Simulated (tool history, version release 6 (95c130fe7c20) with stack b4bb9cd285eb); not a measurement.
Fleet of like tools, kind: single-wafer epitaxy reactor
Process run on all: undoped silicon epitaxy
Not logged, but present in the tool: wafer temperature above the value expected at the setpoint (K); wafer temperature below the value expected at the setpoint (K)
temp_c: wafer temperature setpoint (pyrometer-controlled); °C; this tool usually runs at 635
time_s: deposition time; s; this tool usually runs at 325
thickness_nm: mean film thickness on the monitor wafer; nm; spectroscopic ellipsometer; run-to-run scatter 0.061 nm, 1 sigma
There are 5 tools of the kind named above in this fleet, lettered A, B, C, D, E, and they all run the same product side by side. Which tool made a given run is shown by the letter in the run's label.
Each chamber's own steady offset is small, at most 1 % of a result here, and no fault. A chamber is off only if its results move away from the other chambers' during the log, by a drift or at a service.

run,hour,temp_c,time_s,hours since the last pyrometer calibration,"read-back reference wafer on the same gauge, thickness_nm",thickness_nm
1E,6.2,635,325,816.4,43.919,39.595
2C,10.5,635,325,504.8,43.897,39.215
3A,18,635,325,641.3,43.917,39.407
4B,24,635,325,1214.6,43.927,39.191
5D,30.5,635,325,1653.6,43.951,39.072
6A,35.1,635,325,658.4,43.958,39.462
7B,40.3,635,325,1230.9,43.938,39.233
8C,45.1,635,325,539.4,43.96,39.34
9D,49.1,635,325,1672.2,43.961,39.103
10E,56.6,635,325,866.8,43.98,39.696
11A,63.3,635,325,686.6,43.988,39.396
12D,68.1,635,325,1691.2,44.018,39.107
13E,74.1,635,325,884.3,44,39.605
14C,80.5,635,325,574.8,44.028,39.322
15B,87.5,635,325,1278.1,44.006,39.154
16B,93.4,635,325,1284,44.008,39.323
17D,98.8,635,325,1721.9,44.029,39.22
18A,102.9,627,359,726.2,44.07,36.37
19E,108.4,627,359,918.6,44.041,36.482
20C,112.1,627,359,606.4,44.06,36.313
21C,118.4,627,359,612.7,44.079,36.405
22A,124.2,627,359,747.5,44.079,36.397
23D,132.1,635,325,1755.2,44.084,39.114
24B,138.4,635,325,1329,44.098,39.284
25E,145.9,635,325,956.1,44.096,39.735
26D,151.3,635,325,1774.4,44.11,39.3
27C,155.7,635,325,650,44.123,39.418
28B,159.6,635,325,1350.2,44.113,39.35
29E,163.8,635,325,974,44.129,39.688
30A,169,635,325,792.3,44.143,39.562
31C,176.3,635,325,670.6,44.151,39.605
32B,180.3,635,325,1370.9,44.159,39.373
33A,188.1,635,325,811.4,44.179,39.723

All 5 chambers run these settings next. Forecast each chamber's results:
34A,193.8,642,325,,,?
34B,193.8,642,325,,,?
34C,193.8,642,325,,,?
34D,193.8,642,325,,,?
34E,193.8,642,325,,,?

run,thickness_nm
34A,46.354
34B,46.008
34C,46.112
34D,45.862
34E,46.625

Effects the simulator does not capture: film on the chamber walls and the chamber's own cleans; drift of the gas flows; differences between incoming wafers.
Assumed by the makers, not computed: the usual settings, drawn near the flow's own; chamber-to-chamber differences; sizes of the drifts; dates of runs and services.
